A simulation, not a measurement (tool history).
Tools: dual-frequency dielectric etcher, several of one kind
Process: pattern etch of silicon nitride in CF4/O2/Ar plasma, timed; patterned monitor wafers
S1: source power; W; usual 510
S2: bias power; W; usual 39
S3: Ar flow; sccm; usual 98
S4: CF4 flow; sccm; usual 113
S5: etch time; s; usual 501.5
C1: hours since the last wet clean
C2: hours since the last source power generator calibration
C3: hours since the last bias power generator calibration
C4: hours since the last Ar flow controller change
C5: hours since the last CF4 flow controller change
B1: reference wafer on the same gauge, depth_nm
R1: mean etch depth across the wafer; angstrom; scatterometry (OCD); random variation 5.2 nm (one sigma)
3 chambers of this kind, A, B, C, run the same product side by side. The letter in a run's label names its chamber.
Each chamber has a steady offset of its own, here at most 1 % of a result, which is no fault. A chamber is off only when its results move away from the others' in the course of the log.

run 1B day=0.354 | S1=510 S2=39 S3=98 S4=113 S5=501.5 | C1=379.1 C2=4185.5 C3=997 C4=1107.7 C5=4266.5 | B1=757.87 | R1=8967.9
run 2C day=0.762 | S1=510 S2=39 S3=98 S4=113 S5=501.5 | C1=302.7 C2=1327.2 C3=1789.5 C4=4833.1 C5=888.8 | B1=757.25 | R1=8990.4
-- day=1.033 chamber B: wet clean of the chamber
run 3A day=1.075 | S1=510 S2=39 S3=98 S4=113 S5=501.5 | C1=384.2 C2=811.6 C3=1001.9 C4=2942.5 C5=2392.1 | B1=758.47 | R1=9065.3
run 4B day=1.308 | S1=510 S2=39 S3=98 S4=113 S5=501.5 | C1=6.6 C2=4208.4 C3=1019.9 C4=1130.6 C5=4289.4 | B1=759.09 | R1=9046.3
run 5A day=1.65 | S1=510 S2=39 S3=98 S4=113 S5=579.5 | C1=398 C2=825.4 C3=1015.7 C4=2956.3 C5=2405.9 | B1=758.49 | R1=10447
run 6C day=1.854 | S1=510 S2=39 S3=98 S4=113 S5=579.5 | C1=328.9 C2=1353.4 C3=1815.7 C4=4859.3 C5=915 | B1=757.27 | R1=10475
-- day=2.062 chamber C: Ar flow controller replaced
run 7C day=2.208 | S1=510 S2=39 S3=98 S4=113 S5=579.5 | C1=337.4 C2=1361.9 C3=1824.2 C4=3.6 C5=923.5 | B1=759.06 | R1=10475
run 8A day=2.538 | S1=510 S2=39 S3=98 S4=113 S5=501.5 | C1=419.3 C2=846.7 C3=1037 C4=2977.6 C5=2427.2 | B1=758.8 | R1=9104.7
run 9B day=2.788 | S1=510 S2=39 S3=86 S4=113 S5=407 | C1=42.1 C2=4243.9 C3=1055.4 C4=1166.1 C5=4324.9 | B1=758.23 | R1=7456.9
run 10C day=3.038 | S1=510 S2=39 S3=86 S4=113 S5=407 | C1=357.3 C2=1381.8 C3=1844.1 C4=23.5 C5=943.4 | B1=758.39 | R1=7428.5
-- day=3.088 chamber C: wet clean of the chamber
run 11B day=3.288 | S1=510 S2=39 S3=86 S4=113 S5=407 | C1=54.1 C2=4255.9 C3=1067.4 C4=1178.1 C5=4336.9 | B1=758.29 | R1=7500.1
run 12A day=3.717 | S1=510 S2=39 S3=98 S4=113 S5=501.5 | C1=447.6 C2=875 C3=1065.3 C4=3005.9 C5=2455.5 | B1=758.24 | R1=9043.6
run 13A day=3.946 | S1=510 S2=39 S3=98 S4=113 S5=501.5 | C1=453.1 C2=880.5 C3=1070.8 C4=3011.4 C5=2461 | B1=757.93 | R1=9085.3
run 14B day=4.304 | S1=510 S2=39 S3=98 S4=113 S5=501.5 | C1=78.5 C2=4280.3 C3=1091.8 C4=1202.5 C5=4361.3 | B1=757.57 | R1=9075.6
run 15C day=4.538 | S1=510 S2=39 S3=98 S4=113 S5=501.5 | C1=34.9 C2=1417.8 C3=1880.1 C4=59.5 C5=979.4 | B1=757.65 | R1=9126.8
run 16C day=4.858 | S1=510 S2=39 S3=98 S4=113 S5=501.5 | C1=42.6 C2=1425.5 C3=1887.8 C4=67.2 C5=987.1 | B1=758.21 | R1=9033.9
run 17B day=5.121 | S1=510 S2=39 S3=98 S4=113 S5=501.5 | C1=98.1 C2=4299.9 C3=1111.4 C4=1222.1 C5=4380.9 | B1=757.76 | R1=8943.9
run 18A day=5.567 | S1=510 S2=39 S3=98 S4=113 S5=501.5 | C1=492 C2=919.4 C3=1109.7 C4=3050.3 C5=2499.9 | B1=757.14 | R1=9051.6
run 19B day=5.925 | S1=510 S2=39 S3=98 S4=113 S5=501.5 | C1=117.4 C2=4319.2 C3=1130.7 C4=1241.4 C5=4400.2 | B1=758.29 | R1=9070
run 20C day=6.2 | S1=510 S2=39 S3=98 S4=113 S5=501.5 | C1=74.8 C2=1457.7 C3=1920 C4=99.4 C5=1019.3 | B1=758.74 | R1=9067.9
run 21A day=6.492 | S1=510 S2=39 S3=98 S4=113 S5=501.5 | C1=514.2 C2=941.6 C3=1131.9 C4=3072.5 C5=2522.1 | B1=758.1 | R1=9075.8
run 22A day=6.917 | S1=510 S2=39 S3=98 S4=113 S5=501.5 | C1=524.4 C2=951.8 C3=1142.1 C4=3082.7 C5=2532.3 | B1=758.23 | R1=9009

All 3 chambers run these settings next. Forecast each chamber's results:
run 23A day=7.238 | S1=510 S2=31 S3=98 S4=113 S5=501.5 | R1=?
run 23B day=7.238 | S1=510 S2=31 S3=98 S4=113 S5=501.5 | R1=?
run 23C day=7.238 | S1=510 S2=31 S3=98 S4=113 S5=501.5 | R1=?

run=23A R1=8414.6
run=23B R1=8343.9
run=23C R1=8283.8
